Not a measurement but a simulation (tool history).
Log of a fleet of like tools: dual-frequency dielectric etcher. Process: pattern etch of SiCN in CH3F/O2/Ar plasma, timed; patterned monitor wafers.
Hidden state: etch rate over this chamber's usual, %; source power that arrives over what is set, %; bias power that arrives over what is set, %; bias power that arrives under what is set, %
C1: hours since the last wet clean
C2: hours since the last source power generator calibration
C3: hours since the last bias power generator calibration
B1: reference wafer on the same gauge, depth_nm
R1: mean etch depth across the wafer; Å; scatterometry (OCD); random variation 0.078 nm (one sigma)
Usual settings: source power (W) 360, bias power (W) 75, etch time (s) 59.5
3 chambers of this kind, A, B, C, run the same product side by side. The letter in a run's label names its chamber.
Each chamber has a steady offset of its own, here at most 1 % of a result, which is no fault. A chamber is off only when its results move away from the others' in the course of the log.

{"run": "1B", "day": 0.275, "source power (W)": 360, "bias power (W)": 75, "etch time (s)": 59.5, "C1": 308.9, "C2": 101.4, "C3": 1946.1, "B1": 22.699, "R1": 219.28}
{"run": "2C", "day": 0.579, "source power (W)": 360, "bias power (W)": 75, "etch time (s)": 59.5, "C1": 320.5, "C2": 2452.7, "C3": 2204.6, "B1": 22.699, "R1": 216.08}
{"run": "3A", "day": 0.929, "source power (W)": 360, "bias power (W)": 75, "etch time (s)": 59.5, "C1": 162.4, "C2": 2280.5, "C3": 2574.1, "B1": 22.711, "R1": 218.52}
{"run": "4B", "day": 1.267, "source power (W)": 360, "bias power (W)": 75, "etch time (s)": 59.5, "C1": 332.7, "C2": 125.2, "C3": 1969.9, "B1": 22.716, "R1": 219.5}
{"run": "5C", "day": 1.638, "source power (W)": 360, "bias power (W)": 75, "etch time (s)": 59.5, "C1": 345.9, "C2": 2478.1, "C3": 2230.0, "B1": 22.696, "R1": 216.33}
{"run": "6A", "day": 1.867, "source power (W)": 360, "bias power (W)": 75, "etch time (s)": 59.5, "C1": 184.9, "C2": 2303.0, "C3": 2596.6, "B1": 22.677, "R1": 219.52}
{"run": "7B", "day": 2.229, "source power (W)": 360, "bias power (W)": 75, "etch time (s)": 59.5, "C1": 355.8, "C2": 148.3, "C3": 1993.0, "B1": 22.71, "R1": 219.87}
{"run": "8A", "day": 2.55, "source power (W)": 360, "bias power (W)": 91, "etch time (s)": 43.0, "C1": 201.3, "C2": 2319.4, "C3": 2613.0, "B1": 22.69, "R1": 169.61}
{"run": "9C", "day": 2.742, "source power (W)": 360, "bias power (W)": 91, "etch time (s)": 43.0, "C1": 372.4, "C2": 2504.6, "C3": 2256.5, "B1": 22.7, "R1": 166.39}
{"day": 2.912, "done": "chamber B: wet clean of the chamber"}
{"run": "10B", "day": 2.992, "source power (W)": 360, "bias power (W)": 91, "etch time (s)": 43.0, "C1": 1.9, "C2": 166.6, "C3": 2011.3, "B1": 22.685, "R1": 169.92}
{"run": "11A", "day": 3.329, "source power (W)": 360, "bias power (W)": 75, "etch time (s)": 59.5, "C1": 220.0, "C2": 2338.1, "C3": 2631.7, "B1": 22.688, "R1": 218.97}
{"run": "12C", "day": 3.596, "source power (W)": 360, "bias power (W)": 75, "etch time (s)": 59.5, "C1": 392.9, "C2": 2525.1, "C3": 2277.0, "B1": 22.707, "R1": 217.23}
{"run": "13A", "day": 3.788, "source power (W)": 360, "bias power (W)": 75, "etch time (s)": 59.5, "C1": 231.0, "C2": 2349.1, "C3": 2642.7, "B1": 22.714, "R1": 218.61}
{"run": "14B", "day": 4.117, "source power (W)": 360, "bias power (W)": 75, "etch time (s)": 59.5, "C1": 28.9, "C2": 193.6, "C3": 2038.3, "B1": 22.714, "R1": 220.77}
{"run": "15C", "day": 4.296, "source power (W)": 360, "bias power (W)": 75, "etch time (s)": 59.5, "C1": 409.7, "C2": 2541.9, "C3": 2293.8, "B1": 22.714, "R1": 216.73}
{"run": "16C", "day": 4.575, "source power (W)": 360, "bias power (W)": 75, "etch time (s)": 59.5, "C1": 416.4, "C2": 2548.6, "C3": 2300.5, "B1": 22.707, "R1": 215.83}
{"run": "17B", "day": 4.875, "source power (W)": 360, "bias power (W)": 75, "etch time (s)": 59.5, "C1": 47.1, "C2": 211.8, "C3": 2056.5, "B1": 22.695, "R1": 218.09}
{"run": "18A", "day": 5.188, "source power (W)": 360, "bias power (W)": 75, "etch time (s)": 59.5, "C1": 264.6, "C2": 2382.7, "C3": 2676.3, "B1": 22.707, "R1": 219.1}
{"run": "19A", "day": 5.462, "source power (W)": 360, "bias power (W)": 75, "etch time (s)": 59.5, "C1": 271.2, "C2": 2389.3, "C3": 2682.9, "B1": 22.696, "R1": 218.58}
{"day": 5.5, "done": "chamber C: wet clean of the chamber"}
{"run": "20B", "day": 5.775, "source power (W)": 360, "bias power (W)": 75, "etch time (s)": 59.5, "C1": 68.7, "C2": 233.4, "C3": 2078.1, "B1": 22.711, "R1": 219.06}
{"run": "21C", "day": 6.158, "source power (W)": 360, "bias power (W)": 75, "etch time (s)": 59.5, "C1": 15.8, "C2": 2586.6, "C3": 2338.5, "B1": 22.716, "R1": 225.23}
{"run": "22C", "day": 6.346, "source power (W)": 360, "bias power (W)": 75, "etch time (s)": 59.5, "C1": 20.3, "C2": 2591.1, "C3": 2343.0, "B1": 22.691, "R1": 226.59}
{"run": "23B", "day": 6.708, "source power (W)": 360, "bias power (W)": 75, "etch time (s)": 59.5, "C1": 91.1, "C2": 255.8, "C3": 2100.5, "B1": 22.699, "R1": 220.18}
{"run": "24A", "day": 6.933, "source power (W)": 360, "bias power (W)": 75, "etch time (s)": 59.5, "C1": 306.5, "C2": 2424.6, "C3": 2718.2, "B1": 22.718, "R1": 219.44}
{"run": "25A", "day": 7.188, "source power (W)": 360, "bias power (W)": 75, "etch time (s)": 59.5, "C1": 312.6, "C2": 2430.7, "C3": 2724.3, "B1": 22.719, "R1": 219.84}
{"run": "26C", "day": 7.467, "source power (W)": 360, "bias power (W)": 75, "etch time (s)": 59.5, "C1": 47.2, "C2": 2618.0, "C3": 2369.9, "B1": 22.696, "R1": 227.17}
{"run": "27B", "day": 7.85, "source power (W)": 360, "bias power (W)": 75, "etch time (s)": 59.5, "C1": 118.5, "C2": 283.2, "C3": 2127.9, "B1": 22.71, "R1": 219.39}
{"run": "28A", "day": 8.233, "source power (W)": 360, "bias power (W)": 75, "etch time (s)": 59.5, "C1": 337.7, "C2": 2455.8, "C3": 2749.4, "B1": 22.71, "R1": 218.32}
{"run": "29B", "day": 8.467, "source power (W)": 360, "bias power (W)": 93, "etch time (s)": 69.5, "C1": 133.3, "C2": 298.0, "C3": 2142.7, "B1": 22.713, "R1": 279.78}
{"run": "30C", "day": 8.8, "source power (W)": 360, "bias power (W)": 93, "etch time (s)": 69.5, "C1": 79.2, "C2": 2650.0, "C3": 2401.9, "B1": 22.68, "R1": 286.29}
{"run": "31A", "day": 9.096, "source power (W)": 360, "bias power (W)": 93, "etch time (s)": 69.5, "C1": 358.4, "C2": 2476.5, "C3": 2770.1, "B1": 22.691, "R1": 275.79}
{"run": "32B", "day": 9.279, "source power (W)": 360, "bias power (W)": 75, "etch time (s)": 59.5, "C1": 152.8, "C2": 317.5, "C3": 2162.2, "B1": 22.702, "R1": 218.84}
{"run": "33C", "day": 9.454, "source power (W)": 360, "bias power (W)": 75, "etch time (s)": 59.5, "C1": 94.9, "C2": 2665.7, "C3": 2417.6, "B1": 22.713, "R1": 227.02}
{"run": "34C", "day": 9.717, "source power (W)": 360, "bias power (W)": 75, "etch time (s)": 59.5, "C1": 101.2, "C2": 2672.0, "C3": 2423.9, "B1": 22.689, "R1": 228.06}
{"run": "35A", "day": 10.079, "source power (W)": 360, "bias power (W)": 75, "etch time (s)": 59.5, "C1": 382.0, "C2": 2500.1, "C3": 2793.7, "B1": 22.689, "R1": 219.21}

What goes on in this fleet: one chamber off, a drifting gauge, or nothing beyond the chambers' own small offsets? Name the chamber and the cause, if any.

A service left chamber C off against the others.
Cause: etch rate over this chamber's usual, % = 4.93.

Here are 4 candidates for chamber C's next run, each the usual settings with a change, their results left as question marks. Which one brings its results back in line with what the others give on the usual settings?
In line means no further than this from the other chambers' mean on the usual settings: R1 2.70 Å
{"run": "36C-1", "day": 10.367, "source power (W)": 370, "bias power (W)": 75, "etch time (s)": 59.5, "R1": "?"}
{"run": "36C-2", "day": 10.367, "source power (W)": 350, "bias power (W)": 75, "etch time (s)": 59.5, "R1": "?"}
{"run": "36C-3", "day": 10.367, "source power (W)": 360, "bias power (W)": 75, "etch time (s)": 61.5, "R1": "?"}
{"run": "36C-4", "day": 10.367, "source power (W)": 360, "bias power (W)": 74, "etch time (s)": 58.0, "R1": "?"}

The other chambers' mean on the usual settings: R1 219.10 Å
run=36C-1 R1=228.52
run=36C-2 R1=223.77
run=36C-3 R1=233.77
run=36C-4 R1=219.42
36C-4 brings the chamber back in line.

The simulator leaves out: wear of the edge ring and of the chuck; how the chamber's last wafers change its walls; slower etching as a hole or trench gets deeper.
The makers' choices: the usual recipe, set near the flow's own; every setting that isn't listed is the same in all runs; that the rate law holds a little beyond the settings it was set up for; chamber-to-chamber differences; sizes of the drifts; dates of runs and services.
